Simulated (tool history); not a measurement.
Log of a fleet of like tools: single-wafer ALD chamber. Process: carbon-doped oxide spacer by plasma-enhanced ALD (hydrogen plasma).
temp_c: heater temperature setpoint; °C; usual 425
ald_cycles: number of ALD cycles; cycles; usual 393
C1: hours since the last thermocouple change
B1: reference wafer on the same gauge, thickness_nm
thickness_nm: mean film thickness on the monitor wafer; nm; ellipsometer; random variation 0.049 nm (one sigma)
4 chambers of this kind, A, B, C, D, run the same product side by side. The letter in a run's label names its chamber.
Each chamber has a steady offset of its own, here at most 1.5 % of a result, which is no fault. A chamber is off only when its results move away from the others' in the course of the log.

Run 1B, hour 12.6: usual settings; C1 79.1; B1 15.096. Result: thickness_nm 18.015 nm.
Run 2C, hour 23.2: usual settings; C1 814.6; B1 15.102. Result: thickness_nm 18.196 nm.
Run 3D, hour 35.9: usual settings; C1 2232.9; B1 15.096. Result: thickness_nm 18.077 nm.
Run 4A, hour 47.3: usual settings; C1 371.2; B1 15.107. Result: thickness_nm 18.006 nm.
Run 5C, hour 53.3: usual settings; C1 844.7; B1 15.101. Result: thickness_nm 18.181 nm.
Run 6D, hour 65.4: usual settings; C1 2262.4; B1 15.095. Result: thickness_nm 18.047 nm.
Run 7A, hour 75.1: usual settings; C1 399; B1 15.108. Result: thickness_nm 18.044 nm.
Run 8B, hour 81.8: usual settings; C1 148.3; B1 15.098. Result: thickness_nm 18.051 nm.
Run 9A, hour 90.8: usual settings; C1 414.7; B1 15.108. Result: thickness_nm 18.08 nm.
Run 10B, hour 99.1: usual settings; C1 165.6; B1 15.097. Result: thickness_nm 18.052 nm.
Run 11D, hour 112.5: usual settings; C1 2309.5; B1 15.106. Result: thickness_nm 18.2 nm.
Run 12C, hour 120.7: usual settings; C1 912.1; B1 15.096. Result: thickness_nm 18.186 nm.
Run 13B, hour 129.4: usual settings; C1 195.9; B1 15.096. Result: thickness_nm 17.946 nm.
Run 14C, hour 140: usual settings; C1 931.4; B1 15.098. Result: thickness_nm 18.258 nm.
Run 15D, hour 150.8: usual settings; C1 2347.8; B1 15.106. Result: thickness_nm 18.113 nm.
Run 16A, hour 160.6: usual settings but temp_c 421 °C, ald_cycles 325 cycles; C1 484.5; B1 15.106. Result: thickness_nm 15.191 nm.
Run 17B, hour 169.9: usual settings but temp_c 421 °C, ald_cycles 325 cycles; C1 236.4; B1 15.097. Result: thickness_nm 15.023 nm.
Run 18A, hour 179.5: usual settings but temp_c 421 °C, ald_cycles 325 cycles; C1 503.4; B1 15.108. Result: thickness_nm 15.11 nm.
Run 19D, hour 193.1: usual settings but temp_c 421 °C, ald_cycles 325 cycles; C1 2390.1; B1 15.108. Result: thickness_nm 15.195 nm.
Run 20C, hour 200.1: usual settings but temp_c 416 °C, ald_cycles 455 cycles; C1 991.5; B1 15.094. Result: thickness_nm 21.681 nm.
Run 21C, hour 208.8: usual settings but temp_c 416 °C, ald_cycles 455 cycles; C1 1000.2; B1 15.091. Result: thickness_nm 21.631 nm.
Run 22D, hour 218.8: usual settings but temp_c 416 °C, ald_cycles 455 cycles; C1 2415.8; B1 15.112. Result: thickness_nm 21.586 nm.
Run 23B, hour 227.8: usual settings but temp_c 416 °C, ald_cycles 455 cycles; C1 294.3; B1 15.095. Result: thickness_nm 21.48 nm.
At hour 233.2: chamber D: thermocouple changed; heater temperature recalibrated.
Run 24A, hour 237.2: usual settings; C1 561.1; B1 15.102. Result: thickness_nm 18.03 nm.
Run 25D, hour 247: usual settings; C1 13.8; B1 15.102. Result: thickness_nm 18.161 nm.
Run 26C, hour 253.2: usual settings but ald_cycles 323 cycles; C1 1044.6; B1 15.097. Result: thickness_nm 14.98 nm.
Run 27B, hour 265.4: usual settings but ald_cycles 323 cycles; C1 331.9; B1 15.098. Result: thickness_nm 14.759 nm.
Run 28A, hour 276.9: usual settings but ald_cycles 323 cycles; C1 600.8; B1 15.1. Result: thickness_nm 14.831 nm.
Run 29A, hour 290.5: usual settings but ald_cycles 323 cycles; C1 614.4; B1 15.098. Result: thickness_nm 14.908 nm.

What goes on in this fleet: one chamber off, a drifting gauge, or nothing beyond the chambers' own small offsets? Name the chamber and the cause, if any.

No chamber stands off beyond its own small offset, and the gauge holds steady.

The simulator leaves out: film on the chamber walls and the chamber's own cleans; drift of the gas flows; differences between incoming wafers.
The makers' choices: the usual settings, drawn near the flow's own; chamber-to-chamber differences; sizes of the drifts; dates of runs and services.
